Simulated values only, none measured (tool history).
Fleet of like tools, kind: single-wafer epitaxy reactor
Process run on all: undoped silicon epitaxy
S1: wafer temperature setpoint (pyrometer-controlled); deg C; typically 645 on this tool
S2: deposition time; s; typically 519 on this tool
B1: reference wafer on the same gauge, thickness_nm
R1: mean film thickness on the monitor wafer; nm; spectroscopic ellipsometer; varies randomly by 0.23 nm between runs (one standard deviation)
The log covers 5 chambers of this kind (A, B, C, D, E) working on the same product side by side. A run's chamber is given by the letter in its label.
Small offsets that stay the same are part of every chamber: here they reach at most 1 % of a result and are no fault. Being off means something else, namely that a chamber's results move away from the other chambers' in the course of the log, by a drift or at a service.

run 1A day=0.312 | S1=645 S2=519 | B1=91.560 | R1=77.936
run 2E day=0.833 | S1=645 S2=519 | B1=91.667 | R1=78.373
run 3B day=1.446 | S1=645 S2=519 | B1=91.585 | R1=78.666
run 4C day=1.900 | S1=645 S2=519 | B1=91.553 | R1=78.699
run 5D day=2.321 | S1=645 S2=519 | B1=91.588 | R1=78.554
run 6C day=2.904 | S1=645 S2=565 | B1=91.518 | R1=85.534
-- day=3.100 chamber E: pyrometer calibrated
run 7D day=3.558 | S1=645 S2=565 | B1=91.641 | R1=85.597
run 8B day=4.046 | S1=645 S2=565 | B1=91.575 | R1=85.297
run 9E day=4.738 | S1=645 S2=565 | B1=91.608 | R1=84.583
run 10A day=5.083 | S1=645 S2=565 | B1=91.630 | R1=84.879
run 11D day=5.750 | S1=645 S2=519 | B1=91.621 | R1=77.859
run 12C day=6.408 | S1=645 S2=519 | B1=91.636 | R1=78.947
run 13A day=6.758 | S1=640 S2=519 | B1=91.588 | R1=69.653
-- day=6.979 chamber C: pyrometer calibrated
run 14B day=7.088 | S1=640 S2=519 | B1=91.631 | R1=70.815
run 15E day=7.633 | S1=640 S2=519 | B1=91.564 | R1=69.667
run 16C day=8.321 | S1=640 S2=519 | B1=91.586 | R1=70.389
-- day=8.529 chamber B: pyrometer calibrated
run 17E day=8.658 | S1=640 S2=519 | B1=91.617 | R1=69.687
run 18A day=9.150 | S1=645 S2=519 | B1=91.611 | R1=78.022
run 19B day=9.829 | S1=645 S2=519 | B1=91.609 | R1=78.629
run 20D day=10.212 | S1=645 S2=519 | B1=91.580 | R1=78.408
run 21B day=10.888 | S1=656 S2=519 | B1=91.583 | R1=100.740
run 22A day=11.362 | S1=656 S2=519 | B1=91.557 | R1=99.712
run 23D day=11.854 | S1=656 S2=519 | B1=91.624 | R1=99.893
run 24C day=12.421 | S1=656 S2=519 | B1=91.528 | R1=100.260
run 25E day=12.996 | S1=656 S2=519 | B1=91.584 | R1=99.308
run 26A day=13.300 | S1=645 S2=519 | B1=91.610 | R1=77.883
run 27B day=13.938 | S1=645 S2=519 | B1=91.623 | R1=78.801
run 28E day=14.496 | S1=645 S2=519 | B1=91.694 | R1=77.988
run 29D day=15.171 | S1=645 S2=519 | B1=91.544 | R1=78.334
run 30C day=15.738 | S1=645 S2=519 | B1=91.665 | R1=78.682

One chamber off, gauge drift, or nothing amiss beyond the chambers' own small offsets? If it is a chamber, which one, and what is the likeliest cause?

The fleet is healthy, with each chamber sitting at its usual small offset and no drift in the gauge.
